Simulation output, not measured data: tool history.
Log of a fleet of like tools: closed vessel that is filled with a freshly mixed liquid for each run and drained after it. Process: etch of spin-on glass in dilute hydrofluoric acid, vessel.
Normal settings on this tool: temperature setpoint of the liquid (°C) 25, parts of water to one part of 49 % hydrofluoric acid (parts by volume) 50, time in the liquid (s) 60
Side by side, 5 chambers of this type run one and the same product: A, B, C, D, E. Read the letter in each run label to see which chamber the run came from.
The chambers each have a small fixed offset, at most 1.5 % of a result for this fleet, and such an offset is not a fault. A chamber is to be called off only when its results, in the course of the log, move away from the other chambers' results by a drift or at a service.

| run | hour | temperature setpoint of the liquid (°C) | parts of water to one part of 49 % hydrofluoric acid (parts by volume) | time in the liquid (s) | read-back film thickness of the spin-on glass reference wafer, read on the same gauge (nm) | thickness taken off the spin-on glass on a monitor wafer (nm) |
|---|---|---|---|---|---|---|
| 1A | 7.9 | 25 | 50 | 60 | 79.967 | 27.267 |
|  | 19.1 | chamber E: hydrofluoric acid flow meter replaced |
| 2B | 22.3 | 25 | 50 | 60 | 79.99 | 27.692 |
| 3D | 32 | 25 | 50 | 60 | 79.992 | 27.298 |
| 4E | 44.1 | 25 | 50 | 60 | 79.982 | 27.851 |
| 5C | 58.2 | 25 | 50 | 60 | 80.013 | 27.851 |
| 6D | 69.8 | 25 | 50 | 60 | 80.033 | 27.913 |
| 7A | 80 | 25 | 50 | 60 | 79.98 | 27.394 |
| 8E | 94.5 | 25 | 50 | 60 | 79.977 | 27.779 |
| 9B | 101.5 | 25 | 50 | 60 | 79.999 | 27.695 |
| 10C | 115.3 | 25 | 50 | 60 | 80.027 | 28.01 |
| 11E | 122.5 | 25 | 50 | 60 | 79.997 | 27.877 |
| 12B | 131.1 | 25 | 50 | 60 | 80.02 | 27.51 |
| 13C | 140.7 | 25 | 50 | 60 | 79.974 | 27.9 |
| 14A | 151.9 | 25 | 50 | 60 | 79.993 | 27.542 |
| 15D | 159.3 | 25 | 50 | 60 | 79.98 | 27.824 |
|  | 163.8 | chamber D: hydrofluoric acid flow meter replaced |
| 16D | 172.6 | 25 | 50 | 60 | 79.985 | 27.638 |
| 17C | 186.8 | 25 | 50 | 60 | 80.025 | 28.014 |
| 18A | 199.5 | 25 | 50 | 60 | 80.017 | 27.523 |
| 19B | 212.4 | 25 | 50 | 60 | 79.991 | 27.95 |
| 20E | 224.2 | 25 | 50 | 60 | 80 | 27.785 |
| 21B | 236.7 | 25 | 50 | 60 | 79.995 | 27.929 |
| 22D | 248.6 | 27 | 50 | 80 | 79.974 | 39.597 |
| 23E | 260.9 | 27 | 50 | 80 | 79.961 | 40.411 |
| 24C | 275.1 | 27 | 50 | 80 | 79.983 | 40.59 |
| 25A | 285.5 | 27 | 50 | 80 | 79.962 | 39.751 |
| 26D | 292.5 | 27 | 50 | 80 | 79.986 | 40.145 |
| 27E | 307.2 | 25 | 50 | 60 | 79.978 | 27.684 |
| 28A | 314.5 | 28 | 65 | 60 | 80.003 | 23.607 |
| 29B | 323.7 | 28 | 65 | 60 | 80.054 | 23.383 |
|  | 335.6 | chamber B: hydrofluoric acid flow meter replaced |
| 30C | 336 | 28 | 65 | 60 | 80.017 | 23.867 |
| 31A | 345.4 | 28 | 65 | 60 | 80.015 | 23.524 |
| 32D | 353.7 | 28 | 65 | 60 | 80.008 | 23.35 |
| 33C | 368.6 | 25 | 50 | 60 | 79.976 | 27.66 |
| 34B | 378.8 | 25 | 50 | 60 | 79.966 | 27.79 |
| 35E | 389.5 | 25 | 50 | 60 | 79.987 | 27.816 |
| 36C | 403.2 | 25 | 50 | 60 | 80.023 | 28.096 |
| 37D | 412.5 | 25 | 50 | 60 | 80.023 | 27.773 |
| 38B | 427.4 | 25 | 50 | 60 | 80.007 | 27.781 |
| 39E | 440.7 | 25 | 50 | 60 | 80.052 | 27.907 |
| 40A | 447.6 | 25 | 50 | 60 | 80.032 | 27.801 |
| 41A | 458.2 | 25 | 50 | 60 | 79.989 | 27.382 |
|  | 459 | chamber E: hydrofluoric acid flow meter replaced |
| 42D | 472.2 | 25 | 50 | 60 | 79.981 | 27.627 |
| 43E | 479.6 | 25 | 50 | 60 | 80.037 | 27.758 |

Which is it: a chamber that has drifted or been left off by a service, a gauge drift common to all chambers, or only each chamber's usual small offset? If a chamber is off, name it and its likeliest cause.

Nothing is wrong: each chamber keeps only its own small, steady offset and the gauge holds still.
